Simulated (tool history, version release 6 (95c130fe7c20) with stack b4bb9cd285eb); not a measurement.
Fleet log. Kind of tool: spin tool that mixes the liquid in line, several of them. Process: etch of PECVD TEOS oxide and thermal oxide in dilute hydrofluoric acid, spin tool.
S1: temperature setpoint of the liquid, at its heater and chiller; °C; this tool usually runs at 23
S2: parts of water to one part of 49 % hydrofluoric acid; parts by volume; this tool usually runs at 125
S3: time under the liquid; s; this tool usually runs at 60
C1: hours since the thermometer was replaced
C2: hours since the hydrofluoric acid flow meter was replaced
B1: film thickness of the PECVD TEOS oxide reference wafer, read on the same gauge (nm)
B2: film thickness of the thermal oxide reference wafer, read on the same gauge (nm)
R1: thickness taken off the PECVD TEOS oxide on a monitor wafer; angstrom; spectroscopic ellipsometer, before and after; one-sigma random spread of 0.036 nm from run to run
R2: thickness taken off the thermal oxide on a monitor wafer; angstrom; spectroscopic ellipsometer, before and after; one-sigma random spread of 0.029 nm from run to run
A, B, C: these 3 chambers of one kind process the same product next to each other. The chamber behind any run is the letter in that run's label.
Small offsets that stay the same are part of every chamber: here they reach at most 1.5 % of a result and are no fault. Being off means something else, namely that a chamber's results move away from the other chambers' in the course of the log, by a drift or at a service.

run	hour	S1	S2	S3	C1	C2	B1	B2	R1	R2
1C	6.6	23	125	60	1915.3	1136.6	39.985	70.025	71.346	20.239
2A	13.2	23	125	60	331.6	336.4	39.992	70.013	71.17	19.96
3B	19.5	23	125	60	985.9	1462.3	40.018	70.009	71.183	19.852
4B	25.6	23	125	60	992	1468.4	39.99	69.99	70.51	20.509
5A	31.5	23	125	60	349.9	354.7	39.993	69.985	71.373	20.283
6C	35.8	23	125	60	1944.5	1165.8	39.953	70.008	71.097	20.645
7A	40.2	23	125	60	358.6	363.4	40.014	70.003	71.227	20.145
8B	45	23	125	60	1011.4	1487.8	39.982	69.972	71.025	20.48
9C	50.1	23	75	60	1958.8	1180.1	39.99	70.015	125.65	35.825
10B	55.3	23	75	60	1021.7	1498.1	40.006	69.986	126.99	36.643
11A	59.6	23	75	60	378	382.8	40.004	70.007	128.65	35.701
12C	65	23	125	60	1973.7	1195	40.033	70.001	71.202	20.89
13C	69.9	23	125	60	1978.6	1199.9	40.007	70.003	71.351	20.34
14A	72.9	23	125	60	391.3	396.1	40.002	69.999	70.751	20.299
15B	79.2	23	100	60	1045.6	1522	39.947	69.984	91.603	26.096
16C	82.8	23	100	60	1991.5	1212.8	39.984	69.993	90.494	25.4
17A	88.1	23	100	60	406.5	411.3	39.99	70.003	92.125	26.227
18B	93.9	23	125	60	1060.3	1536.7	39.986	70.004	71.221	19.964
19B	99	23	125	60	1065.4	1541.8	40.022	69.988	70.801	19.925
20A	105.5	23	125	60	423.9	428.7	39.947	69.982	71.171	20.39
21C	111.6	23	125	60	2020.3	1241.6	39.96	70.004	72.235	20.348
22B	117.3	23	125	60	1083.7	1560.1	39.978	70.026	71.169	20.995
23A	123.9	23	125	60	442.3	447.1	40.032	69.973	71.478	19.833
24C	126.7	23	125	60	2035.4	1256.7	40.016	69.968	71.057	20.164
25B	130.7	23	125	60	1097.1	1573.5	39.97	69.987	71.109	20.685
26A	137.3	23	125	60	455.7	460.5	40.01	70.017	71.275	20.361
27C	142.8	23	125	60	2051.5	1272.8	40.01	69.994	70.886	19.847
28A	148.5	23	125	60	466.9	471.7	39.991	70.002	71.456	20.032
29C	151.6	23	125	60	2060.3	1281.6	39.976	70.008	71.146	19.942
30B	154.9	23	125	60	1121.3	1597.7	39.96	70.003	71.484	20.577
31A	161.4	23	95	30	479.8	484.6	39.974	70.011	48.72	14.1
32C	165	23	95	30	2073.7	1295	40.031	70.021	48.382	13.871
33B	171.5	23	95	30	1137.9	1614.3	40.008	70.006	48.757	13.48
34C	175.4	23	125	60	2084.1	1305.4	39.993	70.006	71.697	21.019
35B	179.4	23	125	60	1145.8	1622.2	39.964	70.009	70.727	20.392
36A	185.7	23	125	60	504.1	508.9	40.02	70.023	71.329	20.438
37C	189.7	23	125	60	2098.4	1319.7	39.983	69.985	70.358	20.312
38A	192.8	23	125	60	511.2	516	40.02	70.002	71.159	20.719
39B	198.3	23	125	60	1164.7	1641.1	40.02	70.012	71.163	19.881
40C	202.2	23	125	60	2110.9	1332.2	39.99	70.021	71.507	20.47
41A	208.7	26.5	70	60	527.1	531.9	39.986	69.984	158.45	44.424
42B	215.3	26.5	70	60	1181.7	1658.1	40.007	70.004	157.17	45.119
43C	220.5	26.5	70	60	2129.2	1350.5	39.999	69.994	156.32	43.034

Predict what each chamber gives when all 3 of them run the settings below next.
44A	225.3	23	125	95					?	?
44B	225.3	23	125	95					?	?
44C	225.3	23	125	95					?	?

run	R1	R2
44A	113.15	31.674
44B	113.17	32.731
44C	113.9	31.99
